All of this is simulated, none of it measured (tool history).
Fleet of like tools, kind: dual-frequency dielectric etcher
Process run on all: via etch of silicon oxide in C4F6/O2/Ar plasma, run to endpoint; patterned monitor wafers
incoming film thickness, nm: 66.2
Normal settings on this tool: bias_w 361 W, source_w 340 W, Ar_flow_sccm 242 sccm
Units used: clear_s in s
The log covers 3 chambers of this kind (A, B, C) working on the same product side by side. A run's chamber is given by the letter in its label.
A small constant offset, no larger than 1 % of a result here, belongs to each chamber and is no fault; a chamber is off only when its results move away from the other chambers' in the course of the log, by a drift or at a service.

run	hour	bias_w	source_w	Ar_flow_sccm	clear_s
1C	10.7	361	340	242	17.114
2A	22.1	361	340	242	16.929
3B	34.5	361	340	242	17.042
4C	44.5	361	340	242	17.030
5A	53.4	361	340	242	16.821
6B	61.2	361	340	242	16.918
# hour 66.1: chamber B: source power generator calibrated
7A	72.7	361	340	242	17.055
8C	79.1	361	340	242	17.112
9B	84.8	361	340	242	16.779
10A	90.3	361	340	242	16.947
11B	97.7	361	340	242	16.899
12C	104.5	314	340	242	17.944
13A	115.0	314	340	242	17.758
14C	122.4	314	340	242	17.978
# hour 126.5: chamber A: wet clean of the chamber
15B	132.9	361	340	242	16.689
# hour 136.7: chamber C: bias power generator calibrated
16C	143.7	361	340	242	17.055
17A	151.8	361	340	242	16.885
18B	164.2	361	340	242	16.635
19A	172.1	361	340	242	16.963
20C	181.8	361	340	242	17.235
21B	193.6	361	340	242	16.593
22A	203.5	361	340	242	16.982
23B	215.3	361	340	242	16.523
24C	223.4	361	340	242	17.068
25C	233.0	361	340	242	17.101
26B	243.0	361	340	242	16.447
# hour 243.5: chamber C: wet clean of the chamber
27A	254.4	361	340	242	17.023
28B	260.8	361	340	242	16.355
29C	270.4	361	340	242	17.100

Next, every chamber runs the same settings. What will each give?
30A	279.3	361	400	242	?
30B	279.3	361	400	242	?
30C	279.3	361	400	242	?

run	clear_s
30A	15.941
30B	15.320
30C	16.115

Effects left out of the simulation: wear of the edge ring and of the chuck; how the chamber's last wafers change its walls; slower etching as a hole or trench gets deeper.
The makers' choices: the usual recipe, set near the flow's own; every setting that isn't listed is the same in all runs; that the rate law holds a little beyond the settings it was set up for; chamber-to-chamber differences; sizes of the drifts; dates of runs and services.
